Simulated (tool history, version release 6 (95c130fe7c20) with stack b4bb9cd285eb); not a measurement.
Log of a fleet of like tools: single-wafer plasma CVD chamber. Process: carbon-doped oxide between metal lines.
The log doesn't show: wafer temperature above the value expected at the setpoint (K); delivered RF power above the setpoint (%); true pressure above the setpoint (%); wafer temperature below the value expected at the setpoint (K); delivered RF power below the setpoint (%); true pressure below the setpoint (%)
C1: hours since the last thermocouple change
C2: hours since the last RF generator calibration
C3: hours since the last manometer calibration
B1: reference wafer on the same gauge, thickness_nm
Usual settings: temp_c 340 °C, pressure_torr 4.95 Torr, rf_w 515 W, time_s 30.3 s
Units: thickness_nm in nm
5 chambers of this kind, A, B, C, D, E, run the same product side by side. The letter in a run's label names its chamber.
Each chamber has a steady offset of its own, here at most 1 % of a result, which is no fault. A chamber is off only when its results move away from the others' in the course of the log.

run 1A day=0.308 | temp_c=340 pressure_torr=4.95 rf_w=515 time_s=30.3 | C1=1391.4 C2=191 C3=1664.4 | B1=185.95 | thickness_nm=162.37
run 2B day=0.608 | temp_c=340 pressure_torr=4.95 rf_w=515 time_s=30.3 | C1=799.2 C2=711.4 C3=134 | B1=186.05 | thickness_nm=161.52
run 3C day=0.95 | temp_c=340 pressure_torr=4.95 rf_w=515 time_s=30.3 | C1=325.4 C2=863.8 C3=415 | B1=186.1 | thickness_nm=163.78
run 4D day=1.379 | temp_c=340 pressure_torr=4.95 rf_w=515 time_s=30.3 | C1=1101.5 C2=609.2 C3=1709.3 | B1=186.08 | thickness_nm=162.57
run 5E day=1.95 | temp_c=340 pressure_torr=4.95 rf_w=515 time_s=30.3 | C1=1378.4 C2=611.2 C3=546.5 | B1=186.13 | thickness_nm=163.43
run 6C day=2.525 | temp_c=340 pressure_torr=4.95 rf_w=515 time_s=30.3 | C1=363.2 C2=901.6 C3=452.8 | B1=186.15 | thickness_nm=163.67
run 7D day=3.067 | temp_c=340 pressure_torr=4.95 rf_w=515 time_s=30.3 | C1=1142 C2=649.7 C3=1749.8 | B1=186.17 | thickness_nm=162.41
run 8A day=3.696 | temp_c=340 pressure_torr=6.05 rf_w=515 time_s=30.3 | C1=1472.7 C2=272.3 C3=1745.7 | B1=186.28 | thickness_nm=166.05
run 9B day=4.333 | temp_c=340 pressure_torr=6.05 rf_w=515 time_s=30.3 | C1=888.6 C2=800.8 C3=223.4 | B1=186.36 | thickness_nm=165.48
run 10E day=4.688 | temp_c=340 pressure_torr=6.05 rf_w=515 time_s=30.3 | C1=1444.1 C2=676.9 C3=612.2 | B1=186.33 | thickness_nm=167.36
run 11B day=5.025 | temp_c=340 pressure_torr=6.05 rf_w=515 time_s=30.3 | C1=905.2 C2=817.4 C3=240 | B1=186.34 | thickness_nm=165.05
run 12C day=5.342 | temp_c=340 pressure_torr=6.05 rf_w=515 time_s=30.3 | C1=430.8 C2=969.2 C3=520.4 | B1=186.42 | thickness_nm=167.9
run 13E day=5.692 | temp_c=340 pressure_torr=4.95 rf_w=515 time_s=30.3 | C1=1468.2 C2=701 C3=636.3 | B1=186.48 | thickness_nm=163.84
run 14A day=6.108 | temp_c=340 pressure_torr=4.95 rf_w=420 time_s=30.3 | C1=1530.6 C2=330.2 C3=1803.6 | B1=186.45 | thickness_nm=141.27
-- day=6.2 chamber B: thermocouple changed; heater temperature recalibrated
run 15D day=6.688 | temp_c=340 pressure_torr=4.95 rf_w=420 time_s=30.3 | C1=1228.9 C2=736.6 C3=1836.7 | B1=186.49 | thickness_nm=141.71
run 16D day=7.258 | temp_c=340 pressure_torr=4.95 rf_w=420 time_s=30.3 | C1=1242.6 C2=750.3 C3=1850.4 | B1=186.51 | thickness_nm=141.56
run 17E day=7.775 | temp_c=340 pressure_torr=4.95 rf_w=420 time_s=30.3 | C1=1518.2 C2=751 C3=686.3 | B1=186.58 | thickness_nm=141.98
run 18A day=8.188 | temp_c=340 pressure_torr=4.95 rf_w=420 time_s=30.3 | C1=1580.5 C2=380.1 C3=1853.5 | B1=186.56 | thickness_nm=141.43
run 19C day=8.588 | temp_c=340 pressure_torr=4.95 rf_w=515 time_s=30.3 | C1=508.7 C2=1047.1 C3=598.3 | B1=186.63 | thickness_nm=164.35
run 20B day=9 | temp_c=340 pressure_torr=4.95 rf_w=515 time_s=30.3 | C1=67.2 C2=912.8 C3=335.4 | B1=186.7 | thickness_nm=161.57
run 21C day=9.425 | temp_c=340 pressure_torr=4.95 rf_w=515 time_s=30.3 | C1=528.8 C2=1067.2 C3=618.4 | B1=186.67 | thickness_nm=164.34
run 22A day=9.962 | temp_c=340 pressure_torr=4.95 rf_w=515 time_s=30.3 | C1=1623.1 C2=422.7 C3=1896.1 | B1=186.78 | thickness_nm=162.77
run 23D day=10.417 | temp_c=340 pressure_torr=4.95 rf_w=515 time_s=30.3 | C1=1318.4 C2=826.1 C3=1926.2 | B1=186.74 | thickness_nm=162.61
-- day=10.662 chamber E: thermocouple changed; heater temperature recalibrated
run 24B day=10.912 | temp_c=340 pressure_torr=4.95 rf_w=515 time_s=30.3 | C1=113.1 C2=958.7 C3=381.3 | B1=186.77 | thickness_nm=162.22
run 25E day=11.342 | temp_c=340 pressure_torr=4.95 rf_w=515 time_s=30.3 | C1=16.4 C2=836.6 C3=771.9 | B1=186.81 | thickness_nm=164.05
run 26E day=11.771 | temp_c=340 pressure_torr=4.95 rf_w=515 time_s=30.3 | C1=26.7 C2=846.9 C3=782.2 | B1=186.88 | thickness_nm=164.37
-- day=12.004 chamber D: capacitance manometer re-zeroed and calibrated
run 27B day=12.079 | temp_c=340 pressure_torr=4.95 rf_w=515 time_s=30.3 | C1=141.1 C2=986.7 C3=409.3 | B1=186.88 | thickness_nm=162
run 28C day=12.721 | temp_c=340 pressure_torr=4.95 rf_w=515 time_s=30.3 | C1=607.9 C2=1146.3 C3=697.5 | B1=186.94 | thickness_nm=164.85
run 29A day=13.196 | temp_c=340 pressure_torr=4.95 rf_w=515 time_s=30.3 | C1=1700.7 C2=500.3 C3=1973.7 | B1=187.01 | thickness_nm=162.85
run 30D day=13.858 | temp_c=340 pressure_torr=4.95 rf_w=515 time_s=30.3 | C1=1401 C2=908.7 C3=44.5 | B1=186.97 | thickness_nm=163.01

What goes on in this fleet: one chamber off, a drifting gauge, or nothing beyond the chambers' own small offsets? Name the chamber and the cause, if any.

The gauge drifts, so all chambers seem to drift together. No chamber is off.
Cause: gauge reads high (%) = 0.564.

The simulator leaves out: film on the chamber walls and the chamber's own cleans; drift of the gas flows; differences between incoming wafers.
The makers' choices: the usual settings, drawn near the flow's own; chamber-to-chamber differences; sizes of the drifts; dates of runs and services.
